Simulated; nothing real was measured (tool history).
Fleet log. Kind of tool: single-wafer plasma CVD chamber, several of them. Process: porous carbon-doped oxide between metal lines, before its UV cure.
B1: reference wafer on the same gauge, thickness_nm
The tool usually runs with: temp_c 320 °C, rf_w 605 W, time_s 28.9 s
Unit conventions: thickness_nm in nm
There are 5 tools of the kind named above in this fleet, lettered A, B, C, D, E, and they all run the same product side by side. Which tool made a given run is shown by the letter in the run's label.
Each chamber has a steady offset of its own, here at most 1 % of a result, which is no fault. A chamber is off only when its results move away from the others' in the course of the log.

Run 1B, hour 9.5: usual settings; B1 175.12. Result: thickness_nm 159.22 nm.
Run 2D, hour 19.6: usual settings; B1 175.00. Result: thickness_nm 158.50 nm.
At hour 24.9: chamber E: thermocouple changed; heater temperature recalibrated.
Run 3C, hour 28.1: usual settings; B1 175.00. Result: thickness_nm 160.99 nm.
Run 4A, hour 41.5: usual settings; B1 174.88. Result: thickness_nm 159.08 nm.
Run 5E, hour 55.8: usual settings but temp_c 308 °C, rf_w 500 W; B1 174.88. Result: thickness_nm 148.94 nm.
Run 6C, hour 63.4: usual settings but temp_c 308 °C, rf_w 500 W; B1 174.82. Result: thickness_nm 149.43 nm.
Run 7E, hour 74.1: usual settings but temp_c 308 °C, rf_w 500 W; B1 174.93. Result: thickness_nm 148.82 nm.
Run 8B, hour 81.0: usual settings but temp_c 308 °C, rf_w 500 W; B1 175.02. Result: thickness_nm 151.82 nm.
Run 9A, hour 93.9: usual settings but temp_c 308 °C, rf_w 500 W; B1 174.88. Result: thickness_nm 149.86 nm.
Run 10D, hour 102.5: usual settings; B1 175.22. Result: thickness_nm 159.29 nm.
At hour 106.8: chamber D: thermocouple changed; heater temperature recalibrated.
Run 11E, hour 110.6: usual settings; B1 174.93. Result: thickness_nm 157.63 nm.
Run 12A, hour 121.7: usual settings; B1 175.16. Result: thickness_nm 157.69 nm.
Run 13D, hour 131.1: usual settings; B1 175.06. Result: thickness_nm 158.95 nm.
Run 14B, hour 139.1: usual settings; B1 174.78. Result: thickness_nm 160.13 nm.
Run 15C, hour 152.4: usual settings; B1 174.91. Result: thickness_nm 159.25 nm.
At hour 155.4: chamber C: RF generator calibrated.
Run 16B, hour 163.1: usual settings but temp_c 315 °C, time_s 23.8 s; B1 174.90. Result: thickness_nm 135.60 nm.
Run 17D, hour 169.5: usual settings but temp_c 315 °C, time_s 23.8 s; B1 175.03. Result: thickness_nm 135.37 nm.
Run 18C, hour 182.0: usual settings but temp_c 315 °C, time_s 23.8 s; B1 175.07. Result: thickness_nm 135.56 nm.
Run 19E, hour 196.2: usual settings but temp_c 315 °C, time_s 23.8 s; B1 174.98. Result: thickness_nm 134.99 nm.
Run 20A, hour 204.2: usual settings but temp_c 315 °C, time_s 23.8 s; B1 174.86. Result: thickness_nm 136.05 nm.
Run 21D, hour 218.4: usual settings but temp_c 333 °C, rf_w 710 W; B1 175.07. Result: thickness_nm 166.39 nm.
Run 22C, hour 225.0: usual settings but temp_c 333 °C, rf_w 710 W; B1 175.10. Result: thickness_nm 165.46 nm.
Run 23E, hour 236.6: usual settings but temp_c 333 °C, rf_w 710 W; B1 174.92. Result: thickness_nm 165.26 nm.
Run 24B, hour 245.4: usual settings but temp_c 333 °C, rf_w 710 W; B1 175.04. Result: thickness_nm 168.34 nm.
Run 25A, hour 259.8: usual settings but temp_c 333 °C, rf_w 710 W; B1 175.15. Result: thickness_nm 164.96 nm.
Run 26E, hour 267.0: usual settings; B1 175.00. Result: thickness_nm 157.63 nm.
Run 27D, hour 280.6: usual settings; B1 174.94. Result: thickness_nm 159.91 nm.
Run 28A, hour 294.5: usual settings; B1 174.72. Result: thickness_nm 158.27 nm.
Run 29B, hour 308.9: usual settings but temp_c 327 °C, time_s 31.2 s; B1 174.95. Result: thickness_nm 166.00 nm.
At hour 317.3: chamber A: RF generator calibrated.
Run 30C, hour 317.9: usual settings but temp_c 327 °C, time_s 31.2 s; B1 175.07. Result: thickness_nm 163.16 nm.
At hour 325.2: chamber B: thermocouple changed; heater temperature recalibrated.
Run 31A, hour 331.8: usual settings but temp_c 327 °C, time_s 31.2 s; B1 175.03. Result: thickness_nm 166.21 nm.
Run 32B, hour 343.5: usual settings but temp_c 327 °C, time_s 31.2 s; B1 174.78. Result: thickness_nm 167.46 nm.
Run 33E, hour 353.1: usual settings but temp_c 327 °C, time_s 31.2 s; B1 174.92. Result: thickness_nm 164.44 nm.
Run 34D, hour 364.6: usual settings; B1 175.29. Result: thickness_nm 159.53 nm.
Run 35C, hour 373.4: usual settings; B1 174.95. Result: thickness_nm 156.89 nm.
Run 36E, hour 381.4: usual settings; B1 174.97. Result: thickness_nm 158.60 nm.
Run 37A, hour 393.8: usual settings; B1 174.91. Result: thickness_nm 158.31 nm.
Run 38B, hour 406.2: usual settings; B1 175.02. Result: thickness_nm 160.23 nm.
Run 39C, hour 417.3: usual settings; B1 174.99. Result: thickness_nm 158.28 nm.
Run 40D, hour 424.4: usual settings; B1 175.06. Result: thickness_nm 160.10 nm.
Run 41D, hour 436.5: usual settings; B1 174.96. Result: thickness_nm 158.41 nm.
Run 42E, hour 450.5: usual settings but temp_c 314 °C, rf_w 670 W; B1 174.89. Result: thickness_nm 175.46 nm.

Next, every chamber runs the same settings. What will each give?
Run 43A, hour 461.0: usual settings. Result: thickness_nm ?.
Run 43B, hour 461.0: usual settings. Result: thickness_nm ?.
Run 43C, hour 461.0: usual settings. Result: thickness_nm ?.
Run 43D, hour 461.0: usual settings. Result: thickness_nm ?.
Run 43E, hour 461.0: usual settings. Result: thickness_nm ?.

run  thickness_nm
43A        160.17
43B        160.52
43C        155.66
43D        159.07
43E        157.79

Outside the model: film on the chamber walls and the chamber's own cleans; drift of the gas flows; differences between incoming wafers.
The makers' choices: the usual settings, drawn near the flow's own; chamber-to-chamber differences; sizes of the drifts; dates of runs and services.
